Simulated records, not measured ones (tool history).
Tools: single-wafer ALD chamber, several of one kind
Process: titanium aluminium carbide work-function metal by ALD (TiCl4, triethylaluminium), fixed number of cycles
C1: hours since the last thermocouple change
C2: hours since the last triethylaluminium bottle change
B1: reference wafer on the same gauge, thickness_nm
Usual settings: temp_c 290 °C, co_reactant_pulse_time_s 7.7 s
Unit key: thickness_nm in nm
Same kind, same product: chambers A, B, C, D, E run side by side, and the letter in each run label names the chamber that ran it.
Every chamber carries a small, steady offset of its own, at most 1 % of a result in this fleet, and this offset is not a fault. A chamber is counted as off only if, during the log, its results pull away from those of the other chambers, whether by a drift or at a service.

run 1D hour=7.4 | temp_c=290 co_reactant_pulse_time_s=7.7 | C1=1755.3 C2=352.1 | B1=1.5405 | thickness_nm=1.8455
run 2A hour=16.4 | temp_c=290 co_reactant_pulse_time_s=7.7 | C1=1423.5 C2=140.8 | B1=1.5396 | thickness_nm=1.8271
run 3C hour=21.1 | temp_c=290 co_reactant_pulse_time_s=7.7 | C1=848.8 C2=203.7 | B1=1.5393 | thickness_nm=1.8312
run 4B hour=26.3 | temp_c=290 co_reactant_pulse_time_s=7.7 | C1=1304.7 C2=787.9 | B1=1.5393 | thickness_nm=1.833
run 5E hour=31.6 | temp_c=290 co_reactant_pulse_time_s=4.87 | C1=1466.2 C2=1010.2 | B1=1.5384 | thickness_nm=1.6069
run 6A hour=38.3 | temp_c=290 co_reactant_pulse_time_s=4.87 | C1=1445.4 C2=162.7 | B1=1.5385 | thickness_nm=1.6018
run 7E hour=46 | temp_c=290 co_reactant_pulse_time_s=4.87 | C1=1480.6 C2=1024.6 | B1=1.5386 | thickness_nm=1.6026
run 8B hour=53 | temp_c=290 co_reactant_pulse_time_s=4.87 | C1=1331.4 C2=814.6 | B1=1.5379 | thickness_nm=1.6111
run 9C hour=59 | temp_c=290 co_reactant_pulse_time_s=4.87 | C1=886.7 C2=241.6 | B1=1.5382 | thickness_nm=1.6037
run 10D hour=67.6 | temp_c=290 co_reactant_pulse_time_s=7.7 | C1=1815.5 C2=412.3 | B1=1.538 | thickness_nm=1.8456
run 11E hour=71.7 | temp_c=278 co_reactant_pulse_time_s=7.7 | C1=1506.3 C2=1050.3 | B1=1.5373 | thickness_nm=1.7411
run 12C hour=76 | temp_c=278 co_reactant_pulse_time_s=7.7 | C1=903.7 C2=258.6 | B1=1.5373 | thickness_nm=1.7317
run 13B hour=84.6 | temp_c=278 co_reactant_pulse_time_s=7.7 | C1=1363 C2=846.2 | B1=1.5372 | thickness_nm=1.7292
run 14D hour=93.1 | temp_c=278 co_reactant_pulse_time_s=7.7 | C1=1841 C2=437.8 | B1=1.5372 | thickness_nm=1.7455
-- hour=98.9 chamber B: triethylaluminium bottle replaced
run 15A hour=100.9 | temp_c=278 co_reactant_pulse_time_s=7.7 | C1=1508 C2=225.3 | B1=1.5372 | thickness_nm=1.7252
run 16C hour=106.5 | temp_c=290 co_reactant_pulse_time_s=7.7 | C1=934.2 C2=289.1 | B1=1.5364 | thickness_nm=1.8273
run 17E hour=110.7 | temp_c=290 co_reactant_pulse_time_s=7.7 | C1=1545.3 C2=1089.3 | B1=1.5362 | thickness_nm=1.8393
run 18D hour=117.2 | temp_c=290 co_reactant_pulse_time_s=7.7 | C1=1865.1 C2=461.9 | B1=1.5354 | thickness_nm=1.8449
run 19A hour=124.2 | temp_c=290 co_reactant_pulse_time_s=7.7 | C1=1531.3 C2=248.6 | B1=1.535 | thickness_nm=1.8232
run 20B hour=129.1 | temp_c=290 co_reactant_pulse_time_s=7.7 | C1=1407.5 C2=30.2 | B1=1.5352 | thickness_nm=1.8284
run 21C hour=135.9 | temp_c=304 co_reactant_pulse_time_s=6.52 | C1=963.6 C2=318.5 | B1=1.5351 | thickness_nm=1.8713
run 22D hour=141.4 | temp_c=304 co_reactant_pulse_time_s=6.52 | C1=1889.3 C2=486.1 | B1=1.5352 | thickness_nm=1.889
run 23A hour=149.2 | temp_c=304 co_reactant_pulse_time_s=6.52 | C1=1556.3 C2=273.6 | B1=1.5347 | thickness_nm=1.862
run 24E hour=155.7 | temp_c=304 co_reactant_pulse_time_s=6.52 | C1=1590.3 C2=1134.3 | B1=1.5343 | thickness_nm=1.8777
run 25B hour=163.3 | temp_c=304 co_reactant_pulse_time_s=6.52 | C1=1441.7 C2=64.4 | B1=1.5344 | thickness_nm=1.8675
run 26B hour=171.5 | temp_c=290 co_reactant_pulse_time_s=7.7 | C1=1449.9 C2=72.6 | B1=1.5337 | thickness_nm=1.8256
run 27E hour=179.7 | temp_c=290 co_reactant_pulse_time_s=7.7 | C1=1614.3 C2=1158.3 | B1=1.5336 | thickness_nm=1.8339
run 28C hour=185.1 | temp_c=290 co_reactant_pulse_time_s=7.7 | C1=1012.8 C2=367.7 | B1=1.5334 | thickness_nm=1.8191
run 29D hour=189.3 | temp_c=299 co_reactant_pulse_time_s=7.7 | C1=1937.2 C2=534 | B1=1.5333 | thickness_nm=1.9118
run 30A hour=197.6 | temp_c=299 co_reactant_pulse_time_s=7.7 | C1=1604.7 C2=322 | B1=1.5328 | thickness_nm=1.895
run 31A hour=204.6 | temp_c=299 co_reactant_pulse_time_s=7.7 | C1=1611.7 C2=329 | B1=1.533 | thickness_nm=1.8914
run 32D hour=208.8 | temp_c=299 co_reactant_pulse_time_s=7.7 | C1=1956.7 C2=553.5 | B1=1.5325 | thickness_nm=1.9126
run 33B hour=215.6 | temp_c=299 co_reactant_pulse_time_s=7.7 | C1=1494 C2=116.7 | B1=1.533 | thickness_nm=1.9
run 34E hour=221.6 | temp_c=277 co_reactant_pulse_time_s=5.63 | C1=1656.2 C2=1200.2 | B1=1.5325 | thickness_nm=1.5855

Is one chamber out of step, is the gauge drifting, or do the chambers differ by no more than their own small offsets? For an off chamber, give its letter and the likeliest cause.

It is the gauge, not a chamber: its drift shows up in every chamber's results at once, and no chamber is off.
Most likely cause: gauge reads low (%) = 0.509.
